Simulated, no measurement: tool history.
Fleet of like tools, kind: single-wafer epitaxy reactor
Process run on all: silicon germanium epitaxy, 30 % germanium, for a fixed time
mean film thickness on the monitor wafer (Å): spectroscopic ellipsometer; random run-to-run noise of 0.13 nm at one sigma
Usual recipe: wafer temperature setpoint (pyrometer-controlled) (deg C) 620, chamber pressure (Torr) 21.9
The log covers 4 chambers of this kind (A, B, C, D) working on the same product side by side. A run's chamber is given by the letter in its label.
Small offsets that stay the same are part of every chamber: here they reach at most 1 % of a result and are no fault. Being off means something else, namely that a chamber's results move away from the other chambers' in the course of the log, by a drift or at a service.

run,hour,wafer temperature setpoint (pyrometer-controlled) (deg C),chamber pressure (Torr),hours since the last pyrometer calibration,hours since the last manometer calibration,"read-back reference wafer on the same gauge, thickness_nm",mean film thickness on the monitor wafer (Å)
# hour 0.6: chamber D: capacitance manometer re-zeroed and calibrated
1A,2.9,620,21.9,123.5,52,91.673,876.76
2B,7.7,620,21.9,1388.1,975.2,91.658,876.52
3D,12.2,620,21.9,639.8,11.6,91.605,875.43
4C,15.2,620,21.9,373.8,564,91.669,869.11
5D,17.7,620,21.9,645.3,17.1,91.593,875.3
6C,22.9,620,21.9,381.5,571.7,91.569,866.9
7A,25.6,620,21.9,146.2,74.7,91.583,874.69
8B,29.1,620,21.9,1409.5,996.6,91.531,873.62
9A,32.4,620,26.8,153,81.5,91.495,947.91
10B,36.9,620,26.8,1417.3,1004.4,91.484,948.17
11D,41.8,620,26.8,669.4,41.2,91.431,944.65
12C,46.6,620,26.8,405.2,595.4,91.432,935.8
13D,50.2,620,21.9,677.8,49.6,91.414,872.57
14A,54.1,620,21.9,174.7,103.2,91.342,871.32
15C,56.7,620,21.9,415.3,605.5,91.335,864.21
16B,61.4,620,21.9,1441.8,1028.9,91.362,870.27
17C,65.2,620,21.9,423.8,614,91.285,865.27
18B,68.7,628,21.9,1449.1,1036.2,91.305,1000.5
19D,71.9,628,21.9,699.5,71.3,91.209,999.28
20A,76.6,628,21.9,197.2,125.7,91.248,999.78
21A,80.6,628,21.9,201.2,129.7,91.189,1000.9
22B,83.9,620,21.9,1464.3,1051.4,91.179,869.9
23C,87.5,620,21.9,446.1,636.3,91.182,864.15
24D,90.6,620,21.9,718.2,90,91.144,871.96

Next, every chamber runs the same settings. What will each give?
25A,94.6,630,21.9,,,,?
25B,94.6,630,21.9,,,,?
25C,94.6,630,21.9,,,,?
25D,94.6,630,21.9,,,,?

run,mean film thickness on the monitor wafer (Å)
25A,1031.2
25B,1035.5
25C,1025.7
25D,1030.7
